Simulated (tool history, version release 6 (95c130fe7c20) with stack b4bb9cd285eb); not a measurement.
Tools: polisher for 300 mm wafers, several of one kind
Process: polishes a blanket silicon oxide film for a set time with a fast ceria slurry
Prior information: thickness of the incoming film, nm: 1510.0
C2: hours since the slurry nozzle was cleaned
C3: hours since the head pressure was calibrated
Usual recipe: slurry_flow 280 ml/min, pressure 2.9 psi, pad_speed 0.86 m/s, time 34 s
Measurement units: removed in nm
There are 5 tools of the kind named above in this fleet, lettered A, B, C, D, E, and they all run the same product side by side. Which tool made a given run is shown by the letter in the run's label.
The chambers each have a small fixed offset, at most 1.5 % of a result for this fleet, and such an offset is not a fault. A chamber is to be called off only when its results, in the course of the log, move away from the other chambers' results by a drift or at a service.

run 1D hour=3.9 | slurry_flow=280 pressure=2.9 pad_speed=0.86 time=34 | wafers_polished_on_this_pad=172 C2=227.4 C3=52.9 | removed=571.18
run 2E hour=6.7 | slurry_flow=280 pressure=2.9 pad_speed=0.86 time=34 | wafers_polished_on_this_pad=142 C2=247.8 C3=154.5 | removed=552.87
run 3A hour=8.6 | slurry_flow=280 pressure=2.9 pad_speed=0.86 time=34 | wafers_polished_on_this_pad=289 C2=50.0 C3=1383.3 | removed=566.59
run 4B hour=11.3 | slurry_flow=280 pressure=2.9 pad_speed=0.86 time=34 | wafers_polished_on_this_pad=561 C2=41.6 C3=808.2 | removed=559.21
run 5C hour=13.8 | slurry_flow=280 pressure=2.9 pad_speed=0.86 time=34 | wafers_polished_on_this_pad=392 C2=175.2 C3=321.7 | removed=557.59
run 6E hour=16.6 | slurry_flow=280 pressure=3.7 pad_speed=0.58 time=34 | wafers_polished_on_this_pad=305 C2=257.7 C3=164.4 | removed=484.84
run 7D hour=19.5 | slurry_flow=280 pressure=3.7 pad_speed=0.58 time=34 | wafers_polished_on_this_pad=428 C2=243.0 C3=68.5 | removed=485.92
-- hour=21.2 chamber D: slurry nozzle cleaned
run 8B hour=21.4 | slurry_flow=280 pressure=3.7 pad_speed=0.58 time=34 | wafers_polished_on_this_pad=727 C2=51.7 C3=818.3 | removed=480.26
-- hour=22.3 chamber C: worn pad replaced by a new one
run 9A hour=24.6 | slurry_flow=280 pressure=3.7 pad_speed=0.58 time=34 | wafers_polished_on_this_pad=551 C2=66.0 C3=1399.3 | removed=480.39
run 10C hour=28.3 | slurry_flow=280 pressure=3.7 pad_speed=0.58 time=34 | wafers_polished_on_this_pad=99 C2=189.7 C3=336.2 | removed=489.02
run 11E hour=31.2 | slurry_flow=280 pressure=2.9 pad_speed=0.86 time=34 | wafers_polished_on_this_pad=545 C2=272.3 C3=179.0 | removed=567.57
run 12C hour=34.0 | slurry_flow=280 pressure=3.4 pad_speed=0.86 time=30 | wafers_polished_on_this_pad=193 C2=195.4 C3=341.9 | removed=576.24
run 13D hour=37.6 | slurry_flow=280 pressure=3.4 pad_speed=0.86 time=30 | wafers_polished_on_this_pad=726 C2=16.4 C3=86.6 | removed=577.82
run 14B hour=39.8 | slurry_flow=280 pressure=3.4 pad_speed=0.86 time=30 | wafers_polished_on_this_pad=1029 C2=70.1 C3=836.7 | removed=574.19
run 15A hour=41.8 | slurry_flow=280 pressure=3.4 pad_speed=0.86 time=30 | wafers_polished_on_this_pad=834 C2=83.2 C3=1416.5 | removed=578.29
run 16D hour=44.8 | slurry_flow=280 pressure=3.4 pad_speed=0.86 time=30 | wafers_polished_on_this_pad=844 C2=23.6 C3=93.8 | removed=577.18
-- hour=45.0 chamber B: worn pad replaced by a new one
run 17C hour=48.8 | slurry_flow=280 pressure=2.9 pad_speed=0.86 time=34 | wafers_polished_on_this_pad=436 C2=210.2 C3=356.7 | removed=561.19
run 18A hour=52.1 | slurry_flow=280 pressure=2.9 pad_speed=0.86 time=34 | wafers_polished_on_this_pad=1003 C2=93.5 C3=1426.8 | removed=556.78
-- hour=53.2 chamber C: worn pad replaced by a new one
-- hour=54.5 chamber A: worn pad replaced by a new one
run 19E hour=54.6 | slurry_flow=280 pressure=2.9 pad_speed=0.86 time=34 | wafers_polished_on_this_pad=929 C2=295.7 C3=202.4 | removed=553.04
run 20B hour=57.3 | slurry_flow=280 pressure=2.9 pad_speed=0.86 time=34 | wafers_polished_on_this_pad=202 C2=87.6 C3=854.2 | removed=586.07
run 21E hour=61.1 | slurry_flow=280 pressure=2.9 pad_speed=0.86 time=34 | wafers_polished_on_this_pad=1035 C2=302.2 C3=208.9 | removed=553.66
run 22C hour=63.0 | slurry_flow=280 pressure=2.9 pad_speed=0.86 time=34 | wafers_polished_on_this_pad=162 C2=224.4 C3=370.9 | removed=560.90
run 23B hour=66.9 | slurry_flow=280 pressure=2.9 pad_speed=0.86 time=34 | wafers_polished_on_this_pad=360 C2=97.2 C3=863.8 | removed=569.43
run 24D hour=69.8 | slurry_flow=280 pressure=2.9 pad_speed=0.86 time=34 | wafers_polished_on_this_pad=1254 C2=48.6 C3=118.8 | removed=563.12
run 25A hour=72.5 | slurry_flow=280 pressure=2.9 pad_speed=0.86 time=34 | wafers_polished_on_this_pad=296 C2=113.9 C3=1447.2 | removed=565.36
run 26C hour=76.6 | slurry_flow=280 pressure=2.9 pad_speed=0.86 time=34 | wafers_polished_on_this_pad=385 C2=238.0 C3=384.5 | removed=557.45
-- hour=77.0 chamber E: worn pad replaced by a new one
run 27D hour=80.7 | slurry_flow=280 pressure=2.9 pad_speed=0.86 time=34 | wafers_polished_on_this_pad=1433 C2=59.5 C3=129.7 | removed=567.53
-- hour=82.9 chamber C: worn pad replaced by a new one
run 28A hour=83.1 | slurry_flow=280 pressure=2.9 pad_speed=0.86 time=34 | wafers_polished_on_this_pad=470 C2=124.5 C3=1457.8 | removed=561.07
run 29B hour=85.6 | slurry_flow=280 pressure=2.9 pad_speed=0.86 time=34 | wafers_polished_on_this_pad=667 C2=115.9 C3=882.5 | removed=585.77
run 30E hour=88.7 | slurry_flow=280 pressure=2.9 pad_speed=0.86 time=34 | wafers_polished_on_this_pad=193 C2=329.8 C3=236.5 | removed=558.12
-- hour=92.5 chamber D: worn pad replaced by a new one
run 31B hour=92.5 | slurry_flow=205 pressure=3.6 pad_speed=0.86 time=34 | wafers_polished_on_this_pad=780 C2=122.8 C3=889.4 | removed=705.49
run 32A hour=96.6 | slurry_flow=205 pressure=3.6 pad_speed=0.86 time=34 | wafers_polished_on_this_pad=692 C2=138.0 C3=1471.3 | removed=678.64
run 33C hour=100.1 | slurry_flow=205 pressure=3.6 pad_speed=0.86 time=34 | wafers_polished_on_this_pad=283 C2=261.5 C3=408.0 | removed=665.54
run 34E hour=102.6 | slurry_flow=205 pressure=3.6 pad_speed=0.86 time=34 | wafers_polished_on_this_pad=421 C2=343.7 C3=250.4 | removed=677.47
run 35D hour=105.1 | slurry_flow=205 pressure=3.6 pad_speed=0.86 time=34 | wafers_polished_on_this_pad=207 C2=83.9 C3=154.1 | removed=670.28
run 36B hour=107.1 | slurry_flow=280 pressure=2.9 pad_speed=0.86 time=34 | wafers_polished_on_this_pad=1020 C2=137.4 C3=904.0 | removed=600.19
run 37D hour=110.9 | slurry_flow=230 pressure=3.7 pad_speed=0.86 time=34 | wafers_polished_on_this_pad=302 C2=89.7 C3=159.9 | removed=695.79
-- hour=112.3 chamber C: worn pad replaced by a new one
run 38C hour=114.5 | slurry_flow=230 pressure=3.7 pad_speed=0.86 time=34 | wafers_polished_on_this_pad=37 C2=275.9 C3=422.4 | removed=705.45

Decide between three cases: one chamber stands off from its peers, the gauge reading all wafers drifts, or nothing is wrong past each chamber's small offset. Where a chamber is off, say which and what most likely put it there.

It is chamber B that slowly wanders off from its peers.
Likeliest cause: head's pressure above its setpoint, % = 9.76.

Which of the 4 candidates below, each the usual settings with something changed and its results left as question marks, puts chamber B back in line with what the other chambers give on the usual settings?
In-line tolerance around the mean of the other chambers on the usual settings: removed 21.00 nm
run 39B-1 hour=117.5 | slurry_flow=280 pressure=2.9 pad_speed=0.90 time=35 | removed=?
run 39B-2 hour=117.5 | slurry_flow=280 pressure=2.9 pad_speed=0.88 time=34 | removed=?
run 39B-3 hour=117.5 | slurry_flow=280 pressure=2.9 pad_speed=0.84 time=34 | removed=?
run 39B-4 hour=117.5 | slurry_flow=280 pressure=2.9 pad_speed=0.78 time=34 | removed=?

Usual-settings mean across the other chambers: removed 560.37 nm
run=39B-1 removed=649.72
run=39B-2 removed=617.24
run=39B-3 removed=589.41
run=39B-4 removed=547.67
39B-4 puts the chamber back in line with the other chambers.
